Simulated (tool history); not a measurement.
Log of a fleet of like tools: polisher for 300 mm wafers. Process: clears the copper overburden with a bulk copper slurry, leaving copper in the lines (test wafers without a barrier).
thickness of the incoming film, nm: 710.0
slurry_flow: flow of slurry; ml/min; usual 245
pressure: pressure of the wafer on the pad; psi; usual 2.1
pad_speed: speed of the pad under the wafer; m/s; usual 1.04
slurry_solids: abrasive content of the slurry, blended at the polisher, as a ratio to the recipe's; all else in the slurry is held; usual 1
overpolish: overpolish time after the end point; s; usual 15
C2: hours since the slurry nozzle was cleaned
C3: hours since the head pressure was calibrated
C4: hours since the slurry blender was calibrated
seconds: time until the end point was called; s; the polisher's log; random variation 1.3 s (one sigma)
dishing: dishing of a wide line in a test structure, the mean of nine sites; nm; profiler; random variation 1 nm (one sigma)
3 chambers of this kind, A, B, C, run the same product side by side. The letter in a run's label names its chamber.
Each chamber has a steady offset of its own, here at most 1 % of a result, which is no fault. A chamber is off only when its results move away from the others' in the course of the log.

{"run": "1A", "hour": 5.0, "slurry_flow": 245, "pressure": 2.1, "pad_speed": 1.04, "slurry_solids": 1, "overpolish": 15, "wafers polished on this pad": 610, "C2": 321.6, "C3": 169, "C4": 234.9, "seconds": 104.14, "dishing": 55.43}
{"run": "2B", "hour": 9.3, "slurry_flow": 245, "pressure": 2.1, "pad_speed": 1.04, "slurry_solids": 1, "overpolish": 15, "wafers polished on this pad": 746, "C2": 679.5, "C3": 384.1, "C4": 110.7, "seconds": 104.54, "dishing": 56.661}
{"run": "3C", "hour": 17.2, "slurry_flow": 245, "pressure": 2.1, "pad_speed": 1.04, "slurry_solids": 1, "overpolish": 15, "wafers polished on this pad": 1040, "C2": 575.5, "C3": 1019.2, "C4": 257.4, "seconds": 102.45, "dishing": 55.442}
{"hour": 24.0, "done": "chamber C: slurry blender recalibrated"}
{"run": "4C", "hour": 25.4, "slurry_flow": 245, "pressure": 2.1, "pad_speed": 1.04, "slurry_solids": 1, "overpolish": 15, "wafers polished on this pad": 1134, "C2": 583.7, "C3": 1027.4, "C4": 1.5, "seconds": 103.53, "dishing": 56.945}
{"hour": 33.8, "done": "chamber C: worn pad replaced by a new one"}
{"hour": 33.9, "done": "chamber A: worn pad replaced by a new one"}
{"run": "5B", "hour": 33.9, "slurry_flow": 245, "pressure": 2.1, "pad_speed": 1.04, "slurry_solids": 1, "overpolish": 15, "wafers polished on this pad": 1027, "C2": 704.1, "C3": 408.7, "C4": 135.3, "seconds": 103.2, "dishing": 57.15}
{"hour": 36.9, "done": "chamber B: worn pad replaced by a new one"}
{"run": "6A", "hour": 42.3, "slurry_flow": 245, "pressure": 2.1, "pad_speed": 1.04, "slurry_solids": 1, "overpolish": 15, "wafers polished on this pad": 96, "C2": 358.9, "C3": 206.3, "C4": 272.2, "seconds": 104.07, "dishing": 56.019}
{"run": "7C", "hour": 49.0, "slurry_flow": 245, "pressure": 2.1, "pad_speed": 1.04, "slurry_solids": 1, "overpolish": 15, "wafers polished on this pad": 174, "C2": 607.3, "C3": 1051, "C4": 25.1, "seconds": 104.44, "dishing": 56.963}
{"run": "8A", "hour": 55.4, "slurry_flow": 245, "pressure": 2.1, "pad_speed": 1.04, "slurry_solids": 1, "overpolish": 15, "wafers polished on this pad": 245, "C2": 372, "C3": 219.4, "C4": 285.3, "seconds": 105.29, "dishing": 57.39}
{"run": "9B", "hour": 61.0, "slurry_flow": 245, "pressure": 2.1, "pad_speed": 1.04, "slurry_solids": 1, "overpolish": 15, "wafers polished on this pad": 276, "C2": 731.2, "C3": 435.8, "C4": 162.4, "seconds": 107.17, "dishing": 57.976}
{"run": "10A", "hour": 68.8, "slurry_flow": 245, "pressure": 2.1, "pad_speed": 1.04, "slurry_solids": 1, "overpolish": 15, "wafers polished on this pad": 399, "C2": 385.4, "C3": 232.8, "C4": 298.7, "seconds": 106.19, "dishing": 56.425}
{"run": "11B", "hour": 76.8, "slurry_flow": 245, "pressure": 2.1, "pad_speed": 1.04, "slurry_solids": 1, "overpolish": 15, "wafers polished on this pad": 456, "C2": 747, "C3": 451.6, "C4": 178.2, "seconds": 106.28, "dishing": 57.299}
{"run": "12C", "hour": 82.7, "slurry_flow": 245, "pressure": 2.1, "pad_speed": 1.04, "slurry_solids": 1, "overpolish": 15, "wafers polished on this pad": 559, "C2": 641, "C3": 1084.7, "C4": 58.8, "seconds": 106.09, "dishing": 57.101}
{"run": "13B", "hour": 87.4, "slurry_flow": 245, "pressure": 2.1, "pad_speed": 1.04, "slurry_solids": 1, "overpolish": 15, "wafers polished on this pad": 578, "C2": 757.6, "C3": 462.2, "C4": 188.8, "seconds": 103.59, "dishing": 57.795}
{"hour": 95.3, "done": "chamber B: slurry blender recalibrated"}
{"run": "14C", "hour": 96.5, "slurry_flow": 245, "pressure": 2.1, "pad_speed": 1.04, "slurry_solids": 1, "overpolish": 15, "wafers polished on this pad": 716, "C2": 654.8, "C3": 1098.5, "C4": 72.6, "seconds": 104.35, "dishing": 57.608}
{"run": "15A", "hour": 101.9, "slurry_flow": 245, "pressure": 2.1, "pad_speed": 1.38, "slurry_solids": 1, "overpolish": 15, "wafers polished on this pad": 777, "C2": 418.5, "C3": 265.9, "C4": 331.8, "seconds": 79.597, "dishing": 69.682}
{"hour": 104.1, "done": "chamber A: worn pad replaced by a new one"}
{"hour": 106.1, "done": "chamber B: slurry nozzle cleaned"}
{"run": "16A", "hour": 107.3, "slurry_flow": 245, "pressure": 2.1, "pad_speed": 1.38, "slurry_solids": 1, "overpolish": 15, "wafers polished on this pad": 36, "C2": 423.9, "C3": 271.3, "C4": 337.2, "seconds": 78.699, "dishing": 66.744}
{"run": "17B", "hour": 114.4, "slurry_flow": 245, "pressure": 2.1, "pad_speed": 1.38, "slurry_solids": 1, "overpolish": 15, "wafers polished on this pad": 886, "C2": 8.3, "C3": 489.2, "C4": 19.2, "seconds": 79.484, "dishing": 64.875}
{"hour": 117.6, "done": "chamber C: worn pad replaced by a new one"}
{"run": "18C", "hour": 119.2, "slurry_flow": 245, "pressure": 2.1, "pad_speed": 1.04, "slurry_solids": 1, "overpolish": 15, "wafers polished on this pad": 18, "C2": 677.5, "C3": 1121.2, "C4": 95.3, "seconds": 103.37, "dishing": 57.369}
{"run": "19A", "hour": 127.0, "slurry_flow": 245, "pressure": 2.1, "pad_speed": 1.04, "slurry_solids": 1, "overpolish": 15, "wafers polished on this pad": 261, "C2": 443.6, "C3": 291, "C4": 356.9, "seconds": 105.17, "dishing": 56.499}
{"run": "20C", "hour": 131.4, "slurry_flow": 245, "pressure": 2.1, "pad_speed": 1.04, "slurry_solids": 1, "overpolish": 15, "wafers polished on this pad": 157, "C2": 689.7, "C3": 1133.4, "C4": 107.5, "seconds": 103.3, "dishing": 58.766}
{"run": "21B", "hour": 140.1, "slurry_flow": 245, "pressure": 2.1, "pad_speed": 1.04, "slurry_solids": 1, "overpolish": 15, "wafers polished on this pad": 1180, "C2": 34, "C3": 514.9, "C4": 44.9, "seconds": 103.9, "dishing": 57.955}

What goes on in this fleet: one chamber off, a drifting gauge, or nothing beyond the chambers' own small offsets? Name the chamber and the cause, if any.

No chamber stands off beyond its own small offset, and the gauge holds steady.
